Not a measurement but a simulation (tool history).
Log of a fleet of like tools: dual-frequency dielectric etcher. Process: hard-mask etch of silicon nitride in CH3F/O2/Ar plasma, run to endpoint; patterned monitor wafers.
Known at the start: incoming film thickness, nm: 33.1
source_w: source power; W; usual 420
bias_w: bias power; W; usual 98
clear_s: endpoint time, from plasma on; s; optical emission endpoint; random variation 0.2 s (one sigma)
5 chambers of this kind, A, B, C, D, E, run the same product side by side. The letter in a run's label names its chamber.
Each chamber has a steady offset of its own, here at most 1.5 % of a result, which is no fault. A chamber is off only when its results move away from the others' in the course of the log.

run	day	source_w	bias_w	clear_s
1E	0.092	420	98	42.701
2D	0.167	420	98	41.899
3C	0.258	420	98	42.049
4A	0.425	420	98	41.106
5B	0.508	420	98	42.609
6D	0.629	420	98	41.257
7B	0.721	380	98	44.121
8E	0.846	380	98	44.232
# day 0.858: chamber D: wet clean of the chamber
9A	0.988	380	98	43.469
10C	1.154	380	98	43.438
11D	1.312	380	98	43.139
12C	1.467	420	98	42.4
13A	1.633	420	98	41.982
14B	1.725	420	98	42.205
15E	1.842	420	98	42.344
16D	1.992	420	98	42.062
# day 2.146: chamber B: wet clean of the chamber
17E	2.15	420	98	42.4
18A	2.279	420	98	41.759
# day 2.408: chamber E: wet clean of the chamber
19C	2.433	420	98	42.104
20B	2.517	420	98	42.795
21A	2.692	420	98	41.517
22E	2.779	420	98	44.298
23D	2.954	420	98	41.92
24C	3.054	420	98	42.208
25B	3.204	420	98	42.743
26C	3.354	370	111	42.011
27E	3.488	370	111	44.079
28D	3.567	370	111	41.645
29A	3.654	370	111	41.316
30B	3.812	370	111	42.264
31D	3.975	420	98	41.849
32A	4.067	420	98	41.503
33B	4.233	420	98	42.504
34E	4.371	420	98	43.753
35C	4.492	420	98	41.697
36A	4.629	420	98	41.583

What goes on in this fleet: one chamber off, a drifting gauge, or nothing beyond the chambers' own small offsets? Name the chamber and the cause, if any.

A service left chamber E off against the others.
Cause: etch rate under this chamber's usual, % = 3.44.

Here are 4 candidates for chamber E's next run, each the usual settings with a change, their results left as question marks. Which one brings its results back in line with what the others give on the usual settings?
In line means no further than this from the other chambers' mean on the usual settings: clear_s 0.71 s
37E-1	4.758	390	91	?
37E-2	4.758	420	93	?
37E-3	4.758	450	105	?
37E-4	4.758	440	98	?

The other chambers' mean on the usual settings: clear_s 41.925 s
run	clear_s
37E-1	46.65
37E-2	45.035
37E-3	41.984
37E-4	43.427
37E-3 brings the chamber back in line.
